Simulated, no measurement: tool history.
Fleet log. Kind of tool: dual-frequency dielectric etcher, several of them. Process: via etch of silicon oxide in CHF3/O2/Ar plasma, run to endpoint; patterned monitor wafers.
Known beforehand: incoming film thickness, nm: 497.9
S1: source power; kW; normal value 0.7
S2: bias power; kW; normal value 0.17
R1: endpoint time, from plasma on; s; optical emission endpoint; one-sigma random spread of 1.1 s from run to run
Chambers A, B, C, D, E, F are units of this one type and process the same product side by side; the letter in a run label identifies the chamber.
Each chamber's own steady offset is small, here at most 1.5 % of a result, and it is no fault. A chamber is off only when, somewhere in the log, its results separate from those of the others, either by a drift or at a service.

run     day    S1     S2      R1
 1E   0.521   0.7   0.17  244.51
 2C   0.946   0.7   0.17  241.24
 3A   1.442   0.7   0.17  241.95
 4D   1.904   0.7   0.17  239.89
 5B   2.171   0.7   0.17  241.54
 6F   2.425  0.62  0.185  243.49
 7C   2.975  0.62  0.185  245.88
 8D   3.212  0.62  0.185  246.71
 9B     3.6  0.62  0.185     243
10E   3.946  0.62  0.185  249.35
11F   4.325  0.62  0.185  246.74
12A   4.838   0.7   0.17  240.81
13F   5.088   0.7   0.17  241.66
      5.429  -- chamber E: wet clean of the chamber
14C   5.458   0.7   0.17  241.52
15B   5.896   0.7   0.17  240.27
16A     6.2   0.7   0.17  242.33
17D   6.717   0.7  0.198   231.4
18E    7.25   0.7  0.198  231.09
19F   7.525   0.7  0.198  229.28
20C   8.046   0.7  0.198  231.09
21B   8.362   0.7  0.198  226.64
22A   8.821   0.7  0.198  229.75
23D   9.092  0.64  0.145  268.84
24E   9.496  0.64  0.145  267.83
25B  10.004  0.64  0.145  263.21
     10.071  -- chamber F: wet clean of the chamber
26F  10.508  0.64  0.145  260.71
27E  10.783  0.64  0.145  266.72
28C  11.242  0.64  0.145  266.52
29A  11.533   0.7  0.203  230.13
30D  12.025   0.7  0.203  233.16
31A  12.383   0.7  0.203   226.4
32C  12.892   0.7  0.203  229.03
33E  13.346   0.7  0.203  230.77
     13.525  -- chamber B: wet clean of the chamber
34D  13.617   0.7  0.203  234.12
35B  14.083   0.7   0.17  240.07
36F  14.346  0.86   0.15  232.59
37C   14.75  0.86   0.15  233.09
38D  15.112  0.86   0.15  242.72

Next, all 6 chambers run the settings below, one line each with question marks for the results. What does each chamber give?
39A  15.508  0.7  0.17   ?
39B  15.508  0.7  0.17   ?
39C  15.508  0.7  0.17   ?
39D  15.508  0.7  0.17   ?
39E  15.508  0.7  0.17   ?
39F  15.508  0.7  0.17   ?

run      R1
39A  242.58
39B  238.25
39C  243.39
39D  250.33
39E  244.45
39F  242.37
